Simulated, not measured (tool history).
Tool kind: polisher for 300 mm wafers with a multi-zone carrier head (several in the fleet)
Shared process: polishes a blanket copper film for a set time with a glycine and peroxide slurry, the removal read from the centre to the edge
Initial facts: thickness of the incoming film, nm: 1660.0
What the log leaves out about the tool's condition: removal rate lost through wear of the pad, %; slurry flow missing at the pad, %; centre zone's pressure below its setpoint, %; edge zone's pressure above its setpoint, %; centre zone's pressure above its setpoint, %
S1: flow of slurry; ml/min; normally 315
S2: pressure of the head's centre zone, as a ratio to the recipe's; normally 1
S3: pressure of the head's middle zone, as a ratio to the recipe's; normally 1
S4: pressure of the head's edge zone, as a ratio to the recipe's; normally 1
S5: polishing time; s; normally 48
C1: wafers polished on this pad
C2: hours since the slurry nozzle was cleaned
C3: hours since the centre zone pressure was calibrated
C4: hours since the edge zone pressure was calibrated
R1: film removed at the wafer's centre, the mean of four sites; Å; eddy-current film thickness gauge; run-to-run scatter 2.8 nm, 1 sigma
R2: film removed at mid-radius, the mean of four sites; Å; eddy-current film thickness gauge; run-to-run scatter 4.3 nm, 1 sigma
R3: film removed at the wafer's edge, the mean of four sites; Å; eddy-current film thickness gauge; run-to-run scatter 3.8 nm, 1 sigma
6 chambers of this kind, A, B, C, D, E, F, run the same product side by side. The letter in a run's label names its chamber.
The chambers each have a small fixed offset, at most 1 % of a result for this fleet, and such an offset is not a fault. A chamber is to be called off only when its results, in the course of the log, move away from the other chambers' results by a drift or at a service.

run 1E hour=12 | S1=315 S2=1 S3=1 S4=1 S5=48 | C1=940 C2=613.1 C3=911.6 C4=217.3 | R1=3139.4 R2=3061.4 R3=3135.1
-- hour=20.8 chamber E: worn pad replaced by a new one
-- hour=21.7 chamber D: edge zone pressure recalibrated
run 2C hour=22.9 | S1=315 S2=1 S3=1 S4=1 S5=48 | C1=478 C2=115.7 C3=892 C4=343.5 | R1=3104.3 R2=3128.3 R3=3130.5
run 3D hour=30.9 | S1=315 S2=1 S3=1 S4=1 S5=48 | C1=698 C2=181.7 C3=798.5 C4=9.3 | R1=3086.6 R2=3093.3 R3=3107.3
run 4B hour=42.1 | S1=315 S2=1 S3=1 S4=1 S5=48 | C1=915 C2=703.6 C3=251 C4=957.9 | R1=3055.6 R2=3134.2 R3=3139.4
run 5A hour=52.7 | S1=315 S2=1 S3=1 S4=1 S5=48 | C1=598 C2=409.3 C3=1401 C4=1286.9 | R1=3092.9 R2=3194.8 R3=3142.7
-- hour=57.9 chamber D: slurry nozzle cleaned
-- hour=64.1 chamber E: slurry nozzle cleaned
run 6F hour=66.7 | S1=315 S2=1 S3=1 S4=1 S5=48 | C1=1266 C2=415 C3=79.5 C4=403.9 | R1=3128 R2=3124.8 R3=3040.9
-- hour=70.8 chamber D: worn pad replaced by a new one
-- hour=73 chamber A: centre zone pressure recalibrated
-- hour=73.2 chamber A: worn pad replaced by a new one
run 7D hour=75.4 | S1=315 S2=1 S3=1 S4=1 S5=48 | C1=51 C2=17.5 C3=843 C4=53.8 | R1=3079 R2=3071.6 R3=3091
-- hour=77.9 chamber F: slurry nozzle cleaned
-- hour=78.1 chamber F: worn pad replaced by a new one
-- hour=84.1 chamber C: worn pad replaced by a new one
run 8C hour=87.5 | S1=315 S2=1 S3=1 S4=1 S5=48 | C1=37 C2=180.3 C3=956.6 C4=408.1 | R1=3081.2 R2=3138.6 R3=3132.2
-- hour=92.5 chamber E: worn pad replaced by a new one
run 9F hour=97.4 | S1=370 S2=1 S3=1 S4=1 S5=62 | C1=212 C2=19.5 C3=110.2 C4=434.6 | R1=4101.2 R2=4132.5 R3=4059.4
run 10A hour=109.3 | S1=370 S2=1 S3=1 S4=1 S5=62 | C1=396 C2=465.9 C3=36.3 C4=1343.5 | R1=4057.8 R2=4107.7 R3=4012.6
run 11B hour=119.3 | S1=370 S2=1 S3=1 S4=1 S5=62 | C1=1762 C2=780.8 C3=328.2 C4=1035.1 | R1=4129.1 R2=4109.1 R3=4102.4
-- hour=122.5 chamber B: slurry nozzle cleaned
run 12E hour=131.6 | S1=370 S2=1 S3=1 S4=1 S5=62 | C1=430 C2=67.5 C3=1031.2 C4=336.9 | R1=4134.1 R2=4017.5 R3=4099.4
run 13A hour=143.7 | S1=370 S2=1 S3=1 S4=1 S5=62 | C1=774 C2=500.3 C3=70.7 C4=1377.9 | R1=4083.6 R2=4041.6 R3=4189.2
run 14E hour=151.1 | S1=370 S2=1 S3=1 S4=1 S5=62 | C1=644 C2=87 C3=1050.7 C4=356.4 | R1=4068 R2=4104.1 R3=4047.9
-- hour=159.8 chamber D: worn pad replaced by a new one
run 15D hour=161.8 | S1=315 S2=1 S3=1 S4=1 S5=48 | C1=22 C2=103.9 C3=929.4 C4=140.2 | R1=3061.4 R2=3106.2 R3=3121.4
-- hour=168.2 chamber A: worn pad replaced by a new one
run 16B hour=171.3 | S1=315 S2=1 S3=1 S4=1 S5=48 | C1=2333 C2=48.8 C3=380.2 C4=1087.1 | R1=3052.4 R2=3190.2 R3=3080.7
run 17F hour=179.8 | S1=315 S2=1 S3=1 S4=1 S5=48 | C1=1117 C2=101.9 C3=192.6 C4=517 | R1=3117.1 R2=3072.4 R3=3163.5
-- hour=182.7 chamber E: worn pad replaced by a new one
-- hour=183 chamber F: edge zone pressure recalibrated
run 18C hour=191.9 | S1=315 S2=1 S3=1 S4=1 S5=48 | C1=1184 C2=284.7 C3=1061 C4=512.5 | R1=3095.1 R2=3127 R3=3059
-- hour=196.7 chamber C: worn pad replaced by a new one
run 19D hour=201.9 | S1=315 S2=1 S3=1 S4=1 S5=48 | C1=462 C2=144 C3=969.5 C4=180.3 | R1=3134.6 R2=3016.2 R3=3020.6
-- hour=205.6 chamber F: worn pad replaced by a new one
run 20B hour=208.7 | S1=315 S2=1 S3=1 S4=1 S5=48 | C1=2744 C2=86.2 C3=417.6 C4=1124.5 | R1=3057.6 R2=3065.9 R3=3104.7
run 21E hour=217.9 | S1=315 S2=1 S3=1 S4=1 S5=48 | C1=387 C2=153.8 C3=1117.5 C4=423.2 | R1=3082.8 R2=3080.5 R3=3107.3
run 22F hour=232.3 | S1=315 S2=1 S3=1 S4=0.96 S5=48 | C1=293 C2=154.4 C3=245.1 C4=49.4 | R1=3130 R2=3049 R3=3032.8
run 23A hour=241.6 | S1=315 S2=1 S3=1 S4=0.96 S5=48 | C1=805 C2=598.2 C3=168.6 C4=1475.8 | R1=3088.4 R2=3174.1 R3=3069.3
-- hour=250 chamber D: worn pad replaced by a new one
-- hour=254.7 chamber A: slurry nozzle cleaned
run 24C hour=255.6 | S1=315 S2=1 S3=1 S4=0.96 S5=48 | C1=647 C2=348.4 C3=1124.7 C4=576.2 | R1=3119.7 R2=3147.4 R3=3012.7
-- hour=259.7 chamber A: worn pad replaced by a new one
run 25D hour=262.6 | S1=315 S2=1 S3=1 S4=0.96 S5=48 | C1=138 C2=204.7 C3=1030.2 C4=241 | R1=3113.1 R2=3165.8 R3=2999.9
-- hour=264.4 chamber A: edge zone pressure recalibrated
run 26F hour=270.6 | S1=315 S2=1 S3=1 S4=0.96 S5=48 | C1=713 C2=192.7 C3=283.4 C4=87.7 | R1=3081.4 R2=3148.2 R3=2957.1
-- hour=271.4 chamber E: worn pad replaced by a new one
run 27E hour=285.8 | S1=315 S2=1 S3=1 S4=0.96 S5=48 | C1=159 C2=221.7 C3=1185.4 C4=491.1 | R1=3164 R2=3082.6 R3=3004.7
-- hour=287.9 chamber D: slurry nozzle cleaned
run 28A hour=293.9 | S1=315 S2=1 S3=1 S4=1 S5=48 | C1=375 C2=39.3 C3=220.9 C4=29.6 | R1=3126.4 R2=3214.3 R3=3128.4
-- hour=299.3 chamber C: worn pad replaced by a new one
run 29C hour=305.4 | S1=315 S2=1 S3=1 S4=1 S5=48 | C1=67 C2=398.2 C3=1174.5 C4=626 | R1=3128.4 R2=3155.8 R3=3112.8
run 30B hour=313 | S1=315 S2=1.09 S3=1 S4=1 S5=48 | C1=3889 C2=190.5 C3=521.9 C4=1228.8 | R1=3287.3 R2=3057.3 R3=2998.2
-- hour=317.1 chamber D: edge zone pressure recalibrated
run 31B hour=321.5 | S1=315 S2=1.09 S3=1 S4=1 S5=48 | C1=3982 C2=199 C3=530.4 C4=1237.3 | R1=3284.8 R2=3019.1 R3=2995.4
-- hour=322.2 chamber C: centre zone pressure recalibrated
run 32E hour=328.9 | S1=315 S2=1.09 S3=1 S4=1 S5=48 | C1=632 C2=264.8 C3=1228.5 C4=534.2 | R1=3440.6 R2=3007.3 R3=3097.2
-- hour=332.1 chamber D: worn pad replaced by a new one
-- hour=336.6 chamber F: worn pad replaced by a new one
run 33C hour=337.1 | S1=315 S2=1.09 S3=1 S4=1 S5=48 | C1=415 C2=429.9 C3=14.9 C4=657.7 | R1=3438.1 R2=3073.3 R3=3097.2
run 34D hour=346.2 | S1=315 S2=1.09 S3=1 S4=1 S5=48 | C1=155 C2=58.4 C3=1113.8 C4=29.2 | R1=3421.8 R2=3157.6 R3=3085.6
run 35A hour=357.7 | S1=315 S2=1.09 S3=1 S4=1 S5=48 | C1=1076 C2=103.1 C3=284.7 C4=93.4 | R1=3429.3 R2=3138.7 R3=3123
-- hour=363.5 chamber E: worn pad replaced by a new one
run 36F hour=370.6 | S1=385 S2=1 S3=0.95 S4=1 S5=48 | C1=373 C2=292.7 C3=383.4 C4=187.7 | R1=3160.2 R2=2933.9 R3=3149.8
run 37B hour=384.9 | S1=385 S2=1 S3=0.95 S4=1 S5=48 | C1=4678 C2=262.4 C3=593.8 C4=1300.7 | R1=2990.4 R2=2883.2 R3=2970.5
run 38E hour=393.7 | S1=385 S2=1 S3=0.95 S4=1 S5=48 | C1=331 C2=329.6 C3=1293.3 C4=599 | R1=3149.3 R2=3013 R3=3103.5
run 39C hour=402.5 | S1=385 S2=1 S3=0.95 S4=1 S5=48 | C1=1133 C2=495.3 C3=80.3 C4=723.1 | R1=3161.5 R2=3027.3 R3=3135.5
run 40F hour=414 | S1=385 S2=1 S3=0.95 S4=1 S5=48 | C1=850 C2=336.1 C3=426.8 C4=231.1 | R1=3181.1 R2=3028.6 R3=3178.3

Is one chamber out of step, is the gauge drifting, or do the chambers differ by no more than their own small offsets? For an off chamber, give its letter and the likeliest cause.

Chamber B drifts away from the others.
Likeliest cause: removal rate lost through wear of the pad, % = 6.42.

Which of the 4 candidates below, each the usual settings with something changed and its results left as question marks, puts chamber B back in line with what the other chambers give on the usual settings?
In-line tolerance around the mean of the other chambers on the usual settings: R1 97 Å; R2 150 Å; R3 130 Å
run 41B-1 hour=425 | S1=315 S2=1.01 S3=0.98 S4=1.01 S5=54 | R1=? R2=? R3=?
run 41B-2 hour=425 | S1=315 S2=1 S3=0.99 S4=1.01 S5=51 | R1=? R2=? R3=?
run 41B-3 hour=425 | S1=315 S2=1 S3=1.01 S4=0.99 S5=43 | R1=? R2=? R3=?
run 41B-4 hour=425 | S1=315 S2=1 S3=1.01 S4=0.99 S5=45 | R1=? R2=? R3=?

Usual-settings mean across the other chambers: R1 3111.6 Å; R2 3103 Å; R3 3104.6 Å
run=41B-1 R1=3306.1 R2=3257.3 R3=3281.3
run=41B-2 R1=3088.8 R2=3105.7 R3=3098.5
run=41B-3 R1=2604.7 R2=2667.9 R3=2584.8
run=41B-4 R1=2725.8 R2=2791.9 R3=2705
The answer is 41B-2, which returns the chamber to within the allowed miss of the others.

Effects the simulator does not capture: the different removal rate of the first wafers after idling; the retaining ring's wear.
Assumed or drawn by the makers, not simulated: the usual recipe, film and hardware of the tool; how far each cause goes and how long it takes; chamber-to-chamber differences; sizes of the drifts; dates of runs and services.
